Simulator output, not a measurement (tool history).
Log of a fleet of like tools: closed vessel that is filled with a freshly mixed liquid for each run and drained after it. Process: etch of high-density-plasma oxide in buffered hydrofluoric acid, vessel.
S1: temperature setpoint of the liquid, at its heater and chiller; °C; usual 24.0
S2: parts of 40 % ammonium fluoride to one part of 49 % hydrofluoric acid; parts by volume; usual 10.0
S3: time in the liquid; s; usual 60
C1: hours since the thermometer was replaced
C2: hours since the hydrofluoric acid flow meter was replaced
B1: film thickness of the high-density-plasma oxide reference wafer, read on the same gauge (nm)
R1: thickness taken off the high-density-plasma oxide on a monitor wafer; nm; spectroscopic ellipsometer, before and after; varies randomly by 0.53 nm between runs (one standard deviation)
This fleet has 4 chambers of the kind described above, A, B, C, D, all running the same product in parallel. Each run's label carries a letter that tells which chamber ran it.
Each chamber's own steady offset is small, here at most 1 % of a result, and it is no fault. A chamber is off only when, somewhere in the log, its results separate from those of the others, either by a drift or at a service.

run,hour,S1,S2,S3,C1,C2,B1,R1
1B,6.1,24.0,10.0,60,833.1,190.6,110.03,93.472
2A,13.0,24.0,10.0,60,650.4,2565.4,110.00,95.664
3C,23.6,24.0,10.0,60,305.1,796.3,110.01,94.257
4D,33.7,24.0,10.0,60,597.5,876.1,110.00,92.633
5B,38.9,24.0,10.0,60,865.9,223.4,109.98,94.303
6C,45.7,24.0,10.0,60,327.2,818.4,110.00,94.899
7A,57.1,24.0,10.0,60,694.5,2609.5,109.98,94.842
8D,67.1,24.0,10.0,60,630.9,909.5,110.01,93.191
9D,75.4,24.0,10.0,60,639.2,917.8,110.01,94.097
10A,86.8,26.5,10.0,40,724.2,2639.2,109.99,73.026
11C,94.9,26.5,10.0,40,376.4,867.6,109.99,71.802
12B,100.4,26.5,10.0,40,927.4,284.9,110.01,72.503
13B,106.1,26.5,10.0,40,933.1,290.6,110.01,72.031
14C,112.1,24.0,10.0,60,393.6,884.8,109.97,93.365
15A,123.0,24.0,10.0,60,760.4,2675.4,109.99,96.408
16D,133.5,24.0,10.0,60,697.3,975.9,109.99,93.431
17C,145.0,24.0,10.0,60,426.5,917.7,110.01,94.338
18A,152.7,24.0,10.0,75,790.1,2705.1,109.99,119.670
19D,161.5,24.0,10.0,75,725.3,1003.9,110.00,116.420
20B,168.4,24.0,10.0,75,995.4,352.9,109.99,117.920
21B,175.2,24.0,10.0,75,1002.2,359.7,109.99,117.930
22D,184.8,24.0,10.0,60,748.6,1027.2,110.01,92.346
23A,196.3,24.0,10.0,60,833.7,2748.7,109.98,94.849
24C,208.2,24.0,10.0,60,489.7,980.9,110.01,94.167
25B,218.5,26.5,10.0,60,1045.5,403.0,109.99,108.430
26D,226.7,26.5,10.0,60,790.5,1069.1,110.02,103.630
27C,238.1,26.5,10.0,60,519.6,1010.8,109.99,107.570
28A,243.3,26.5,10.0,60,880.7,2795.7,109.97,109.810
# hour 247.3: chamber A: hydrofluoric acid flow meter replaced
29A,253.5,24.0,10.0,60,890.9,6.2,110.01,94.629
30C,263.0,24.0,10.0,60,544.5,1035.7,109.99,94.292
31B,273.7,22.5,12.5,60,1100.7,458.2,110.01,69.955
32D,282.1,22.5,12.5,60,845.9,1124.5,110.02,66.471

All 4 chambers run these settings next. Forecast each chamber's results:
33A,290.6,28.5,10.0,60,,,,?
33B,290.6,28.5,10.0,60,,,,?
33C,290.6,28.5,10.0,60,,,,?
33D,290.6,28.5,10.0,60,,,,?

run,R1
33A,120.390
33B,121.140
33C,119.400
33D,115.060
